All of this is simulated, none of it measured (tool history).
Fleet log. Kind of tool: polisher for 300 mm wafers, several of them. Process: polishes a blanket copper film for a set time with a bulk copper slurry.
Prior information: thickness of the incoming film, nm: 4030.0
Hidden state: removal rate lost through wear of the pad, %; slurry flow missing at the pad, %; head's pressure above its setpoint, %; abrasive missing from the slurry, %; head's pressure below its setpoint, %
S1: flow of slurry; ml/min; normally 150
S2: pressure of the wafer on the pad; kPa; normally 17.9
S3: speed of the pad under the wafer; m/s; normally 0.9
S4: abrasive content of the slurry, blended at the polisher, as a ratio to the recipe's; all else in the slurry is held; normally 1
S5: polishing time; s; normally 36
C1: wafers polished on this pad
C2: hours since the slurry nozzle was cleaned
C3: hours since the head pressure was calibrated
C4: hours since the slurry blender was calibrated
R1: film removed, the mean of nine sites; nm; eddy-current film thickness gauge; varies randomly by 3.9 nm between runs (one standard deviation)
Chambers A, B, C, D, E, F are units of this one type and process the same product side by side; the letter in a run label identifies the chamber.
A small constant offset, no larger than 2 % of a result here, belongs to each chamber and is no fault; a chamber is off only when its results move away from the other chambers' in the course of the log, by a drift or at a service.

run,day,S1,S2,S3,S4,S5,C1,C2,C3,C4,R1
# day 0.15: chamber D: worn pad replaced by a new one
1D,0.283,150,17.9,0.9,1,36,54,222.1,399.3,20.2,311.43
# day 0.462: chamber A: worn pad replaced by a new one
# day 0.517: chamber C: slurry blender recalibrated
# day 0.617: chamber A: head pressure recalibrated
2F,0.679,150,17.9,0.9,1,36,860,761.3,699.8,62.2,311.98
3E,0.942,150,17.9,0.9,1,36,828,378.2,975.4,206.7,310.99
# day 1.1: chamber F: worn pad replaced by a new one
4B,1.296,150,17.9,0.9,1,36,967,134.6,326.2,113,299.84
5C,1.612,150,17.9,0.9,1,36,871,335,536.1,26.3,307.96
# day 1.779: chamber E: worn pad replaced by a new one
6A,1.8,150,17.9,0.9,1,36,541,469.6,28.4,305.8,300.01
# day 1.875: chamber C: worn pad replaced by a new one
# day 2: chamber B: worn pad replaced by a new one
# day 2.146: chamber D: worn pad replaced by a new one
7A,2.196,150,17.9,0.9,1,36,701,479.1,37.9,315.3,306.64
8D,2.458,150,17.9,0.9,1,36,126,274.3,451.5,72.4,307.05
9E,2.854,150,17.9,0.9,1,36,436,424.1,1021.3,252.6,308.33
# day 3.025: chamber C: slurry nozzle cleaned
# day 3.1: chamber A: worn pad replaced by a new one
# day 3.117: chamber A: slurry blender recalibrated
10C,3.154,150,17.9,1.04,1,36,518,3.1,573.1,63.3,349.1
11B,3.375,150,17.9,1.04,1,36,557,184.5,376.1,162.9,352.32
# day 3.492: chamber F: worn pad replaced by a new one
# day 3.554: chamber E: slurry blender recalibrated
12F,3.583,150,17.9,1.04,1,36,37,831,769.5,131.9,350.33
# day 3.762: chamber D: slurry nozzle cleaned
13F,3.875,150,17.9,1.04,1,36,155,838,776.5,138.9,345.57
# day 3.95: chamber E: head pressure recalibrated
14B,4.296,150,17.9,1.04,1,36,930,206.6,398.2,185,344.66
# day 4.35: chamber C: worn pad replaced by a new one
15A,4.488,150,17.9,1.04,1,36,562,534.1,92.9,33,351.08
# day 4.579: chamber D: worn pad replaced by a new one
# day 4.696: chamber E: worn pad replaced by a new one
16D,4.812,150,17.9,0.9,1,36,94,25.2,508,128.9,306.73
# day 4.962: chamber F: slurry nozzle cleaned
17C,5.096,150,17.9,0.9,1,36,301,49.7,619.7,109.9,301.01
18E,5.362,150,17.9,0.9,1,36,270,484.3,34,43.4,295.92
# day 5.383: chamber B: worn pad replaced by a new one
19F,5.575,150,17.9,0.9,1,36,843,14.8,817.3,179.7,304.33
# day 5.7: chamber A: worn pad replaced by a new one
# day 5.804: chamber F: worn pad replaced by a new one
20D,5.833,150,17.9,0.9,1,36,507,49.7,532.5,153.4,308.04
# day 5.858: chamber E: slurry nozzle cleaned
21C,6.1,150,17.9,0.9,1,36,708,73.8,643.8,134,293.68
22A,6.408,150,17.9,0.9,1,36,288,580.2,139,79.1,310.45
23B,6.662,150,17.9,0.9,1,36,518,263.4,455,241.8,303.76
# day 6.7: chamber C: worn pad replaced by a new one
# day 6.758: chamber D: worn pad replaced by a new one
24E,6.979,150,17.9,0.9,1,36,924,26.9,72.8,82.2,303.02
# day 7.146: chamber E: worn pad replaced by a new one
25D,7.246,150,17.9,0.9,1,36,197,83.6,566.4,187.3,303.68
26B,7.5,150,17.9,0.9,1,36,857,283.5,475.1,261.9,303.65
27E,7.704,150,17.9,0.9,1,36,227,44.3,90.2,99.6,298.79
28F,7.954,150,17.9,0.9,1,36,870,71.9,874.4,236.8,303.16
# day 8.183: chamber A: worn pad replaced by a new one
# day 8.2: chamber F: worn pad replaced by a new one
29C,8.338,150,17.9,0.9,1,36,662,127.5,697.5,187.7,301.81
30A,8.617,150,17.9,0.9,1,36,176,633.2,192,132.1,307.98
# day 8.871: chamber D: worn pad replaced by a new one
31A,8.921,150,17.9,0.9,1,36,299,640.5,199.3,139.4,314.09
32E,9.117,150,17.9,0.9,1,36,798,78.2,124.1,133.5,308.85
# day 9.162: chamber C: worn pad replaced by a new one
33B,9.321,150,17.9,0.9,1,36,1594,327.2,518.8,305.6,302.24
34C,9.521,150,17.9,0.9,1,36,145,155.9,725.9,216.1,305.58
35D,9.871,150,17.9,0.9,1,36,405,146.6,629.4,250.3,300.29
# day 9.904: chamber F: slurry blender recalibrated
# day 9.988: chamber E: worn pad replaced by a new one
36F,10.083,150,17.9,0.9,1,36,762,123,925.5,4.4,293.26
37D,10.446,150,17.9,0.9,1,36,637,160.4,643.2,264.1,309.3
38C,10.833,150,17.9,0.9,1,36,676,187.4,757.4,247.6,305.16
# day 11.104: chamber A: worn pad replaced by a new one
39A,11.258,150,17.9,0.9,1,36,63,696.6,255.4,195.5,300.66
40E,11.633,150,17.9,0.9,1,36,666,138.6,184.5,193.9,301.85

Is one chamber out of step, is the gauge drifting, or do the chambers differ by no more than their own small offsets? For an off chamber, give its letter and the likeliest cause.

Nothing is wrong: each chamber keeps only its own small, steady offset and the gauge holds still.
